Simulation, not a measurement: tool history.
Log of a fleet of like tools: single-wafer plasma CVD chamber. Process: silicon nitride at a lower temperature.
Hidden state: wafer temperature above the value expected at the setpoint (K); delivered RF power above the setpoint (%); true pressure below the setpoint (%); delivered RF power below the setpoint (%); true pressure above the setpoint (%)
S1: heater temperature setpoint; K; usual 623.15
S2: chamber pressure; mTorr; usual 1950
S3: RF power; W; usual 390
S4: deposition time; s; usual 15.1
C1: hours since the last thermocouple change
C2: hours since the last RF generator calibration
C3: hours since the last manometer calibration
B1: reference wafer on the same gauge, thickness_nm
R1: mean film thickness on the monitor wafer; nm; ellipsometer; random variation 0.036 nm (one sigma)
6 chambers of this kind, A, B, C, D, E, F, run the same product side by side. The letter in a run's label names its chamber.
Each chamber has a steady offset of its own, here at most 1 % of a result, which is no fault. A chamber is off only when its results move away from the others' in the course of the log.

Run 1A, hour 2: usual settings; C1 273.3; C2 1748; C3 1625; B1 22.29. Result: R1 22.095 nm.
Run 2F, hour 6: usual settings; C1 362.8; C2 552; C3 1157.7; B1 22.311. Result: R1 22.218 nm.
Run 3C, hour 9.7: usual settings; C1 1462.3; C2 577.8; C3 2193.2; B1 22.317. Result: R1 22.309 nm.
Run 4E, hour 13.4: usual settings; C1 792.1; C2 702.7; C3 173.4; B1 22.323. Result: R1 22.193 nm.
Run 5B, hour 16.3: usual settings but S1 610.15 K; C1 2042.6; C2 591.8; C3 230.6; B1 22.313. Result: R1 22.272 nm.
Run 6D, hour 20.1: usual settings but S1 610.15 K; C1 1212.8; C2 2332.8; C3 1724; B1 22.325. Result: R1 22.198 nm.
Run 7A, hour 24: usual settings but S1 610.15 K; C1 295.3; C2 1770; C3 1647; B1 22.322. Result: R1 22.128 nm.
Run 8F, hour 28.2: usual settings but S1 610.15 K; C1 385; C2 574.2; C3 1179.9; B1 22.326. Result: R1 22.313 nm.
Run 9C, hour 31.5: usual settings but S1 610.15 K; C1 1484.1; C2 599.6; C3 2215; B1 22.326. Result: R1 22.402 nm.
Run 10D, hour 35.7: usual settings but S1 610.15 K; C1 1228.4; C2 2348.4; C3 1739.6; B1 22.333. Result: R1 22.249 nm.
Run 11E, hour 38.7: usual settings; C1 817.4; C2 728; C3 198.7; B1 22.341. Result: R1 22.223 nm.
Run 12B, hour 41.1: usual settings; C1 2067.4; C2 616.6; C3 255.4; B1 22.336. Result: R1 22.145 nm.
Run 13F, hour 44.9: usual settings; C1 401.7; C2 590.9; C3 1196.6; B1 22.347. Result: R1 22.231 nm.
Run 14A, hour 48.3: usual settings; C1 319.6; C2 1794.3; C3 1671.3; B1 22.358. Result: R1 22.132 nm.
Run 15C, hour 53: usual settings; C1 1505.6; C2 621.1; C3 2236.5; B1 22.354. Result: R1 22.351 nm.
Run 16E, hour 57.5: usual settings; C1 836.2; C2 746.8; C3 217.5; B1 22.361. Result: R1 22.246 nm.
Run 17B, hour 61: usual settings; C1 2087.3; C2 636.5; C3 275.3; B1 22.352. Result: R1 22.277 nm.
Run 18D, hour 64.6: usual settings; C1 1257.3; C2 2377.3; C3 1768.5; B1 22.38. Result: R1 22.173 nm.
Run 19C, hour 67.9: usual settings; C1 1520.5; C2 636; C3 2251.4; B1 22.376. Result: R1 22.311 nm.
At hour 68.9: chamber A: capacitance manometer re-zeroed and calibrated.
Run 20A, hour 72.1: usual settings; C1 343.4; C2 1818.1; C3 3.3; B1 22.367. Result: R1 22.144 nm.
Run 21E, hour 74.4: usual settings; C1 853.1; C2 763.7; C3 234.4; B1 22.374. Result: R1 22.268 nm.
Run 22F, hour 76.5: usual settings; C1 433.3; C2 622.5; C3 1228.2; B1 22.378. Result: R1 22.305 nm.
At hour 77.5: chamber B: thermocouple changed; heater temperature recalibrated.
Run 23B, hour 79: usual settings; C1 1.6; C2 654.5; C3 293.3; B1 22.374. Result: R1 22.235 nm.
Run 24D, hour 81.9: usual settings; C1 1274.6; C2 2394.6; C3 1785.8; B1 22.378. Result: R1 22.185 nm.
Run 25B, hour 84.1: usual settings; C1 6.7; C2 659.6; C3 298.4; B1 22.376. Result: R1 22.239 nm.
Run 26E, hour 86.3: usual settings; C1 865; C2 775.6; C3 246.3; B1 22.387. Result: R1 22.217 nm.
At hour 88.9: chamber D: RF generator calibrated.
Run 27F, hour 90: usual settings; C1 446.8; C2 636; C3 1241.7; B1 22.377. Result: R1 22.372 nm.
Run 28D, hour 92.3: usual settings; C1 1285; C2 3.4; C3 1796.2; B1 22.395. Result: R1 22.229 nm.
Run 29A, hour 94.9: usual settings; C1 366.2; C2 1840.9; C3 26.1; B1 22.394. Result: R1 22.148 nm.
Run 30C, hour 99.1: usual settings; C1 1551.7; C2 667.2; C3 2282.6; B1 22.391. Result: R1 22.365 nm.
Run 31E, hour 103.2: usual settings; C1 881.9; C2 792.5; C3 263.2; B1 22.401. Result: R1 22.274 nm.
Run 32F, hour 107.1: usual settings; C1 463.9; C2 653.1; C3 1258.8; B1 22.406. Result: R1 22.331 nm.
Run 33A, hour 109.5: usual settings; C1 380.8; C2 1855.5; C3 40.7; B1 22.404. Result: R1 22.167 nm.
Run 34D, hour 112.6: usual settings; C1 1305.3; C2 23.7; C3 1816.5; B1 22.417. Result: R1 22.197 nm.
Run 35B, hour 114.7: usual settings; C1 37.3; C2 690.2; C3 329; B1 22.417. Result: R1 22.27 nm.
Run 36C, hour 119.1: usual settings; C1 1571.7; C2 687.2; C3 2302.6; B1 22.42. Result: R1 22.369 nm.
Run 37B, hour 123.6: usual settings; C1 46.2; C2 699.1; C3 337.9; B1 22.43. Result: R1 22.209 nm.
Run 38E, hour 126.5: usual settings but S1 615.15 K, S2 2250 mTorr; C1 905.2; C2 815.8; C3 286.5; B1 22.423. Result: R1 23.117 nm.
Run 39A, hour 131: usual settings but S1 615.15 K, S2 2250 mTorr; C1 402.3; C2 1877; C3 62.2; B1 22.433. Result: R1 23.093 nm.
Run 40D, hour 135: usual settings but S1 615.15 K, S2 2250 mTorr; C1 1327.7; C2 46.1; C3 1838.9; B1 22.433. Result: R1 23.129 nm.
Run 41C, hour 138.5: usual settings but S1 615.15 K, S2 2250 mTorr; C1 1591.1; C2 706.6; C3 2322; B1 22.441. Result: R1 23.427 nm.
Run 42F, hour 142.1: usual settings but S1 615.15 K, S2 2250 mTorr; C1 498.9; C2 688.1; C3 1293.8; B1 22.444. Result: R1 23.243 nm.
Run 43E, hour 146.5: usual settings but S1 615.15 K, S2 2250 mTorr; C1 925.2; C2 835.8; C3 306.5; B1 22.44. Result: R1 23.178 nm.

Is one chamber off against the others, does the gauge drift, or is nothing wrong? If a chamber is off, say which, and what the likeliest cause is.

The gauge drifts, so all chambers seem to drift together. No chamber is off.
Cause: gauge reads high (%) = 0.662.
